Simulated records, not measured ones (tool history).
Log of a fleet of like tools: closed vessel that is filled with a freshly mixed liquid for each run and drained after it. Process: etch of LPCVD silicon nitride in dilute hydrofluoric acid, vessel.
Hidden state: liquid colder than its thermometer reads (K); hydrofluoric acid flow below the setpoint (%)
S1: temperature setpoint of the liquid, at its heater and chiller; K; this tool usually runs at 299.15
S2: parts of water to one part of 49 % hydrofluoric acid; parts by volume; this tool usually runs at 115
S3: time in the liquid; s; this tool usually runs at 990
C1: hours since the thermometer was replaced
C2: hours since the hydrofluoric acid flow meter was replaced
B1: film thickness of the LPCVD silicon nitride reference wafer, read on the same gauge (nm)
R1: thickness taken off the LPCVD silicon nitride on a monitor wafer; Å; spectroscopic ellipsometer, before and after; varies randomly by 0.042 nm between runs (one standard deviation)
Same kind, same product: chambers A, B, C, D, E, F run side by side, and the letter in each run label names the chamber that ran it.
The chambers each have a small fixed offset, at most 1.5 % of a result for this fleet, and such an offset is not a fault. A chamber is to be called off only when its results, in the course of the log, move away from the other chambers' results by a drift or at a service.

| run | hour | S1 | S2 | S3 | C1 | C2 | B1 | R1 |
|---|---|---|---|---|---|---|---|---|
| 1B | 9 | 299.15 | 115 | 990 | 1265.4 | 57.8 | 139.98 | 49.4 |
| 2F | 14 | 299.15 | 115 | 990 | 862.6 | 1172 | 140 | 48.483 |
| 3E | 22 | 299.15 | 115 | 990 | 270.2 | 28.7 | 140.01 | 49.793 |
| 4C | 31.4 | 299.15 | 115 | 990 | 1232.7 | 1501.6 | 140.02 | 48.831 |
| 5A | 40.1 | 299.15 | 115 | 990 | 1260.9 | 1249.9 | 139.99 | 49.444 |
| 6D | 47.7 | 299.15 | 115 | 990 | 606.4 | 1181 | 139.98 | 49.32 |
| 7F | 55.9 | 299.15 | 115 | 990 | 904.5 | 1213.9 | 140.02 | 49.658 |
| 8D | 64.5 | 299.15 | 115 | 990 | 623.2 | 1197.8 | 140.02 | 48.38 |
| 9E | 73.4 | 299.15 | 115 | 990 | 321.6 | 80.1 | 140 | 49.082 |
| 10A | 78.7 | 299.15 | 115 | 990 | 1299.5 | 1288.5 | 139.99 | 48.994 |
| 11C | 83.8 | 299.15 | 115 | 990 | 1285.1 | 1554 | 140.01 | 48.316 |
|  | 84.3 | chamber C: thermometer replaced |
| 12B | 93.9 | 299.15 | 115 | 990 | 1350.3 | 142.7 | 140.02 | 49.121 |
|  | 94.7 | chamber B: thermometer replaced |
| 13E | 100.4 | 299.15 | 115 | 990 | 348.6 | 107.1 | 140 | 49.076 |
| 14D | 110.9 | 299.15 | 115 | 990 | 669.6 | 1244.2 | 140 | 48.2 |
| 15F | 121.8 | 299.15 | 115 | 990 | 970.4 | 1279.8 | 140.01 | 49.17 |
| 16A | 127.5 | 299.15 | 115 | 990 | 1348.3 | 1337.3 | 140.02 | 49.153 |
| 17B | 137.4 | 299.15 | 115 | 990 | 42.8 | 186.2 | 140.01 | 48.596 |
| 18C | 143.9 | 299.15 | 115 | 990 | 59.7 | 1614.1 | 139.97 | 49.266 |
| 19E | 150.2 | 299.15 | 115 | 990 | 398.4 | 156.9 | 140 | 49.867 |
| 20F | 155.4 | 299.15 | 115 | 990 | 1004 | 1313.4 | 139.98 | 49.519 |
| 21D | 164.2 | 299.15 | 115 | 990 | 722.9 | 1297.5 | 139.99 | 46.67 |
| 22B | 172.1 | 299.15 | 115 | 990 | 77.5 | 220.9 | 139.99 | 48.558 |
| 23C | 182.4 | 299.15 | 115 | 990 | 98.2 | 1652.6 | 139.99 | 48.009 |
| 24A | 190 | 299.15 | 115 | 990 | 1410.8 | 1399.8 | 139.99 | 48.723 |
|  | 193 | chamber D: thermometer replaced |
| 25B | 199.8 | 299.15 | 115 | 990 | 105.2 | 248.6 | 139.99 | 49.149 |
| 26A | 209.5 | 299.15 | 115 | 990 | 1430.3 | 1419.3 | 140.02 | 48.685 |
| 27F | 219.2 | 299.15 | 115 | 990 | 1067.8 | 1377.2 | 140.02 | 48.809 |
| 28E | 226.2 | 299.15 | 115 | 990 | 474.4 | 232.9 | 139.97 | 48.713 |
| 29D | 237 | 299.15 | 115 | 990 | 44.1 | 1370.3 | 139.96 | 45.996 |
| 30C | 243.4 | 299.15 | 115 | 990 | 159.2 | 1713.6 | 140 | 49.04 |
| 31E | 248.3 | 299.15 | 115 | 990 | 496.5 | 255 | 140.01 | 49.012 |
| 32B | 256.6 | 299.15 | 115 | 990 | 162 | 305.4 | 139.99 | 48.761 |
| 33D | 266.7 | 299.15 | 115 | 990 | 73.8 | 1400 | 139.99 | 44.843 |
| 34F | 271.6 | 299.15 | 115 | 990 | 1120.2 | 1429.6 | 139.99 | 48.319 |
| 35C | 277.2 | 299.15 | 115 | 990 | 193 | 1747.4 | 139.98 | 48.458 |
| 36A | 284.8 | 299.15 | 115 | 990 | 1505.6 | 1494.6 | 139.99 | 49.303 |

Is one chamber off against the others, does the gauge drift, or is nothing wrong? If a chamber is off, say which, and what the likeliest cause is.

Chamber D drifts away from the others.
Cause: hydrofluoric acid flow below the setpoint (%) = 8.15.

Chamber D could run next with any of the 4 candidate recipes listed below; each alters the usual settings, and their results appear as question marks. Which one brings its results back in line with what the other chambers deliver on the usual settings?
Allowed miss from the other chambers' usual-settings mean, per result, to count as in line: R1 1.5 Å
| 37D-1 | 292.6 | 299.15 | 115 | 955 |  |  |  | ? |
| 37D-2 | 292.6 | 299.15 | 120 | 945 |  |  |  | ? |
| 37D-3 | 292.6 | 299.15 | 115 | 1015 |  |  |  | ? |
| 37D-4 | 292.6 | 299.15 | 105 | 990 |  |  |  | ? |

Other chambers, usual settings, mean: R1 49.051 Å
| run | R1 |
|---|---|
| 37D-1 | 43.19 |
| 37D-2 | 40.965 |
| 37D-3 | 45.903 |
| 37D-4 | 49.016 |
It is 37D-4 that realigns the chamber with its peers.
